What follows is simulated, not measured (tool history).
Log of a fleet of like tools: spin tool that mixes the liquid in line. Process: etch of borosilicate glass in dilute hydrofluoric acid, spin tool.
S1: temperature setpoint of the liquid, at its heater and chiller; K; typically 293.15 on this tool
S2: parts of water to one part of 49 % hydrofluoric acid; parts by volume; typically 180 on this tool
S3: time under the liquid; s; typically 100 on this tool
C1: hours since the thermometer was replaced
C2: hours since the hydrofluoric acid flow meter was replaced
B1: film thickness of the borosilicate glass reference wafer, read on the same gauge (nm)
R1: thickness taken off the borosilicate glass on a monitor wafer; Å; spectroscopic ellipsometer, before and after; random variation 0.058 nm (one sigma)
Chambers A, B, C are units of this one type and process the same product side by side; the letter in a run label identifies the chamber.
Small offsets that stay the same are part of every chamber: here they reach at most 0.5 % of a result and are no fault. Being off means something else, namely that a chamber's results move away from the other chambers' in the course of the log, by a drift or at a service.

run,day,S1,S2,S3,C1,C2,B1,R1
1B,0.462,293.15,180,100,670.3,698.5,39.989,94.558
2A,0.892,293.15,180,100,395.9,72.3,40.002,95.623
3C,1.388,293.15,180,100,73.6,503.3,40.024,95.716
4C,1.767,293.15,180,100,82.7,512.4,39.999,96.697
5A,2.062,293.15,180,100,424.0,100.4,39.987,96.042
6B,2.588,293.15,180,100,721.3,749.5,40.006,95.194
7B,3.117,297.15,230,100,734.0,762.2,39.951,81.740
8A,3.646,297.15,230,100,462.0,138.4,40.006,82.445
9C,4.183,297.15,230,100,140.7,570.4,39.986,80.622
10C,4.738,293.15,180,100,154.0,583.7,40.019,93.218
# day 5.050: chamber B: hydrofluoric acid flow meter replaced
11B,5.058,293.15,180,100,780.6,0.2,40.005,95.743
12A,5.467,293.15,180,100,505.7,182.1,40.007,95.024
13A,5.842,293.15,180,100,514.7,191.1,40.010,95.372
14B,6.267,293.15,180,100,809.6,29.2,40.039,95.467
15C,6.796,293.15,180,100,203.4,633.1,40.001,92.265
16B,7.133,293.15,180,100,830.4,50.0,40.011,96.000
17C,7.533,293.15,180,100,221.1,650.8,40.002,90.429
18A,7.796,293.15,180,100,561.6,238.0,39.974,95.241
19C,8.333,293.15,180,100,240.3,670.0,39.963,91.083
20A,8.700,293.15,180,100,583.3,259.7,39.987,95.150
21B,9.021,293.15,140,150,875.7,95.3,40.003,191.690
22C,9.367,293.15,140,150,265.1,694.8,39.992,182.480
23B,9.825,293.15,140,150,895.0,114.6,40.024,191.730
24A,10.162,293.15,180,100,618.4,294.8,39.999,95.265
25C,10.667,293.15,180,100,296.3,726.0,39.952,89.175

Is one chamber off against the others, does the gauge drift, or is nothing wrong? If a chamber is off, say which, and what the likeliest cause is.

Little by little, chamber C moves away from the other chambers.
Cause: hydrofluoric acid flow below the setpoint (%) = 6.16.
The log may not tell that from: liquid colder than its thermometer reads (K).

Below are 4 candidate recipes for chamber C's next run, each the usual settings with a change, their results shown as question marks. Which of them brings C's results back in line with what the other chambers give on the usual settings?
Maximum distance from the other chambers' mean on the usual settings for a result to count as in line: R1 2.000 Å
26C-1,11.071,293.15,170,100,,,,?
26C-2,11.071,294.15,180,100,,,,?
26C-3,11.071,293.15,190,100,,,,?
26C-4,11.071,293.15,185,100,,,,?

Mean of the other chambers on the usual settings: R1 95.339 Å
run,R1
26C-1,95.200
26C-2,92.596
26C-3,83.564
26C-4,86.233
The answer is 26C-1, which returns the chamber to within the allowed miss of the others.
